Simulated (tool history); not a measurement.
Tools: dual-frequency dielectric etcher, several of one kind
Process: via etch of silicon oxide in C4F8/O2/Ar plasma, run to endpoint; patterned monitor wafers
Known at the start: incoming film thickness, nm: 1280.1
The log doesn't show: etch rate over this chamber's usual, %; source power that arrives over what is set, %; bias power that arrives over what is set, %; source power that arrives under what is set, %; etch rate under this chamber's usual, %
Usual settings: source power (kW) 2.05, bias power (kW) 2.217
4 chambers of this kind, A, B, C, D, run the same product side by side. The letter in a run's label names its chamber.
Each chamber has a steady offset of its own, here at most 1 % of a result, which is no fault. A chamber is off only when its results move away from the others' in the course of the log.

| run | hour | source power (kW) | bias power (kW) | hours since the last wet clean | hours since the last source power generator calibration | hours since the last bias power generator calibration | endpoint time (s) |
|---|---|---|---|---|---|---|---|
| 1A | 4.5 | 2.05 | 2.217 | 160.9 | 2351.1 | 65.7 | 245.04 |
|  | 6.4 | chamber D: wet clean of the chamber |
| 2B | 8.7 | 2.05 | 2.217 | 251.6 | 938.7 | 3133.4 | 244.53 |
| 3C | 11.9 | 2.05 | 2.217 | 383.1 | 2881.5 | 272.9 | 243.51 |
| 4D | 17 | 2.05 | 2.217 | 10.6 | 64.2 | 1817.7 | 241.43 |
| 5B | 22.8 | 2.05 | 2.217 | 265.7 | 952.8 | 3147.5 | 243.08 |
| 6C | 26.9 | 2.05 | 2.217 | 398.1 | 2896.5 | 287.9 | 244.53 |
|  | 27.5 | chamber C: wet clean of the chamber |
| 7A | 32.5 | 2.05 | 2.217 | 188.9 | 2379.1 | 93.7 | 244.18 |
| 8D | 37.6 | 2.05 | 2.217 | 31.2 | 84.8 | 1838.3 | 238.93 |
| 9A | 42.3 | 2.05 | 2.217 | 198.7 | 2388.9 | 103.5 | 244.11 |
| 10C | 48 | 2.05 | 2.217 | 20.5 | 2917.6 | 309 | 243.94 |
| 11D | 51.1 | 2.05 | 2.217 | 44.7 | 98.3 | 1851.8 | 242.53 |
| 12B | 55 | 2.05 | 2.217 | 297.9 | 985 | 3179.7 | 242.99 |
| 13A | 59.7 | 2.05 | 2.217 | 216.1 | 2406.3 | 120.9 | 241.02 |
| 14D | 65.3 | 2.05 | 2.217 | 58.9 | 112.5 | 1866 | 239.26 |
| 15C | 69.7 | 2.05 | 2.217 | 42.2 | 2939.3 | 330.7 | 243.3 |
| 16B | 74.6 | 2.05 | 2.217 | 317.5 | 1004.6 | 3199.3 | 240.68 |
| 17A | 78.8 | 2.5 | 2.217 | 235.2 | 2425.4 | 140 | 225.67 |
| 18D | 84.4 | 2.5 | 2.217 | 78 | 131.6 | 1885.1 | 220.11 |
| 19C | 90.7 | 2.5 | 2.217 | 63.2 | 2960.3 | 351.7 | 226.1 |
| 20B | 94.9 | 2.5 | 2.217 | 337.8 | 1024.9 | 3219.6 | 225.65 |
| 21D | 100.9 | 2.38 | 2.217 | 94.5 | 148.1 | 1901.6 | 224.9 |
| 22B | 106.4 | 2.38 | 2.217 | 349.3 | 1036.4 | 3231.1 | 227.07 |
| 23A | 109.5 | 2.38 | 2.217 | 265.9 | 2456.1 | 170.7 | 229.24 |
| 24C | 113.3 | 2.38 | 2.217 | 85.8 | 2982.9 | 374.3 | 226.76 |
| 25A | 119.9 | 2.05 | 2.217 | 276.3 | 2466.5 | 181.1 | 243.46 |
| 26C | 126 | 2.05 | 2.217 | 98.5 | 2995.6 | 387 | 244.47 |
| 27D | 132.4 | 2.05 | 2.217 | 126 | 179.6 | 1933.1 | 240.19 |
| 28B | 136.6 | 2.05 | 2.217 | 379.5 | 1066.6 | 3261.3 | 242.21 |
| 29A | 140.1 | 2.05 | 2.217 | 296.5 | 2486.7 | 201.3 | 242.27 |
| 30B | 144.8 | 2.05 | 2.038 | 387.7 | 1074.8 | 3269.5 | 247.14 |
| 31C | 151.4 | 2.05 | 2.038 | 123.9 | 3021 | 412.4 | 246.18 |
| 32D | 157.1 | 2.05 | 2.038 | 150.7 | 204.3 | 1957.8 | 244.83 |
| 33D | 160.2 | 2.05 | 2.038 | 153.8 | 207.4 | 1960.9 | 246.24 |
| 34B | 164.8 | 2.05 | 2.217 | 407.7 | 1094.8 | 3289.5 | 243.55 |
| 35A | 168.9 | 2.05 | 2.217 | 325.3 | 2515.5 | 230.1 | 242.8 |
| 36C | 173.2 | 2.05 | 2.217 | 145.7 | 3042.8 | 434.2 | 241.18 |
| 37D | 179.4 | 2.05 | 2.217 | 173 | 226.6 | 1980.1 | 239.17 |

Next, every chamber runs the same settings. What will each give?
| 38A | 184.2 | 2.27 | 2.217 |  |  |  | ? |
| 38B | 184.2 | 2.27 | 2.217 |  |  |  | ? |
| 38C | 184.2 | 2.27 | 2.217 |  |  |  | ? |
| 38D | 184.2 | 2.27 | 2.217 |  |  |  | ? |

| run | endpoint time (s) |
|---|---|
| 38A | 232.87 |
| 38B | 234.58 |
| 38C | 231 |
| 38D | 231.64 |
